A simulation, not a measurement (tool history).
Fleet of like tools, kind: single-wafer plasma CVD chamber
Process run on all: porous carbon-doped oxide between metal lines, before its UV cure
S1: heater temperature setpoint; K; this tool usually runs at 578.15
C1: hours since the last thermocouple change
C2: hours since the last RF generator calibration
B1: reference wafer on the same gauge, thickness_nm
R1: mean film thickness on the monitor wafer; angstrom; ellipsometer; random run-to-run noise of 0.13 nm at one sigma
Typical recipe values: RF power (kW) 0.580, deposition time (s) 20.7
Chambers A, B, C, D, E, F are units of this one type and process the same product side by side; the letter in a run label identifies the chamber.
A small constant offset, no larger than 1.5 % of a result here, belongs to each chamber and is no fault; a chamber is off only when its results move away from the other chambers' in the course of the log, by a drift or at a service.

Run 1F, hour 6.5: usual settings; C1 414.9; C2 250.1; B1 120.99. Result: R1 1217.7 angstrom.
Run 2A, hour 13.5: usual settings; C1 22.2; C2 420.6; B1 121.00. Result: R1 1215.8 angstrom.
Run 3C, hour 20.9: usual settings; C1 1000.4; C2 392.8; B1 121.03. Result: R1 1223.6 angstrom.
Run 4E, hour 30.0: usual settings; C1 436.4; C2 218.8; B1 121.05. Result: R1 1199.6 angstrom.
Run 5B, hour 43.8: usual settings; C1 446.9; C2 882.1; B1 121.07. Result: R1 1203.7 angstrom.
Run 6D, hour 56.6: usual settings; C1 101.2; C2 811.3; B1 121.09. Result: R1 1217.1 angstrom.
Run 7E, hour 66.5: usual settings; C1 472.9; C2 255.3; B1 121.09. Result: R1 1201.6 angstrom.
Run 8B, hour 73.5: usual settings but S1 586.15 K, deposition time (s) 23.3; C1 476.6; C2 911.8; B1 121.13. Result: R1 1292.5 angstrom.
Run 9D, hour 85.5: usual settings but S1 586.15 K, deposition time (s) 23.3; C1 130.1; C2 840.2; B1 121.11. Result: R1 1308.7 angstrom.
Run 10A, hour 98.5: usual settings but S1 586.15 K, deposition time (s) 23.3; C1 107.2; C2 505.6; B1 121.14. Result: R1 1312.7 angstrom.
Run 11F, hour 109.5: usual settings but S1 586.15 K, deposition time (s) 23.3; C1 517.9; C2 353.1; B1 121.17. Result: R1 1308.9 angstrom.
Run 12C, hour 121.1: usual settings but S1 586.15 K, deposition time (s) 23.3; C1 1100.6; C2 493.0; B1 121.13. Result: R1 1316.6 angstrom.
Run 13F, hour 130.6: usual settings but S1 586.15 K, deposition time (s) 23.3; C1 539.0; C2 374.2; B1 121.16. Result: R1 1311.2 angstrom.
Run 14D, hour 137.7: usual settings; C1 182.3; C2 892.4; B1 121.20. Result: R1 1218.2 angstrom.
Run 15C, hour 145.4: usual settings; C1 1124.9; C2 517.3; B1 121.20. Result: R1 1226.7 angstrom.
Run 16B, hour 157.3: usual settings; C1 560.4; C2 995.6; B1 121.21. Result: R1 1206.6 angstrom.
Run 17E, hour 164.1: usual settings; C1 570.5; C2 352.9; B1 121.21. Result: R1 1204.9 angstrom.
Run 18A, hour 174.1: usual settings; C1 182.8; C2 581.2; B1 121.24. Result: R1 1220.0 angstrom.
Run 19A, hour 184.1: usual settings; C1 192.8; C2 591.2; B1 121.23. Result: R1 1222.2 angstrom.
Run 20C, hour 194.3: usual settings; C1 1173.8; C2 566.2; B1 121.25. Result: R1 1226.8 angstrom.
Run 21F, hour 208.2: usual settings; C1 616.6; C2 451.8; B1 121.28. Result: R1 1223.5 angstrom.
Run 22E, hour 216.2: usual settings; C1 622.6; C2 405.0; B1 121.32. Result: R1 1201.5 angstrom.
Run 23D, hour 224.4: usual settings but RF power (kW) 0.670; C1 269.0; C2 979.1; B1 121.35. Result: R1 1336.8 angstrom.
Run 24B, hour 232.6: usual settings but RF power (kW) 0.670; C1 635.7; C2 1070.9; B1 121.32. Result: R1 1324.2 angstrom.
Run 25C, hour 243.6: usual settings but RF power (kW) 0.670; C1 1223.1; C2 615.5; B1 121.34. Result: R1 1345.9 angstrom.
Run 26B, hour 257.7: usual settings but RF power (kW) 0.670; C1 660.8; C2 1096.0; B1 121.39. Result: R1 1326.4 angstrom.
Run 27A, hour 270.9: usual settings but RF power (kW) 0.670; C1 279.6; C2 678.0; B1 121.37. Result: R1 1339.9 angstrom.
Run 28D, hour 282.1: usual settings but RF power (kW) 0.670; C1 326.7; C2 1036.8; B1 121.41. Result: R1 1336.6 angstrom.
Run 29F, hour 289.7: usual settings; C1 698.1; C2 533.3; B1 121.39. Result: R1 1223.0 angstrom.
Run 30E, hour 297.6: usual settings; C1 704.0; C2 486.4; B1 121.45. Result: R1 1205.4 angstrom.
Run 31E, hour 305.8: usual settings but S1 585.15 K, deposition time (s) 18.6; C1 712.2; C2 494.6; B1 121.46. Result: R1 1047.9 angstrom.
Run 32D, hour 316.8: usual settings but S1 585.15 K, deposition time (s) 18.6; C1 361.4; C2 1071.5; B1 121.46. Result: R1 1059.8 angstrom.
Run 33F, hour 329.7: usual settings but S1 585.15 K, deposition time (s) 18.6; C1 738.1; C2 573.3; B1 121.52. Result: R1 1059.6 angstrom.
Run 34A, hour 336.3: usual settings but S1 585.15 K, deposition time (s) 18.6; C1 345.0; C2 743.4; B1 121.49. Result: R1 1063.5 angstrom.
Run 35B, hour 345.7: usual settings but S1 585.15 K, deposition time (s) 18.6; C1 748.8; C2 1184.0; B1 121.48. Result: R1 1051.3 angstrom.
Run 36C, hour 352.7: usual settings but S1 585.15 K, deposition time (s) 18.6; C1 1332.2; C2 724.6; B1 121.54. Result: R1 1067.4 angstrom.

Which is it: a chamber that has drifted or been left off by a service, a gauge drift common to all chambers, or only each chamber's usual small offset? If a chamber is off, name it and its likeliest cause.

The shared gauge is drifting. All chambers look as if they move in step, but none is off.
Most likely cause: gauge reads high (%) = 0.431.

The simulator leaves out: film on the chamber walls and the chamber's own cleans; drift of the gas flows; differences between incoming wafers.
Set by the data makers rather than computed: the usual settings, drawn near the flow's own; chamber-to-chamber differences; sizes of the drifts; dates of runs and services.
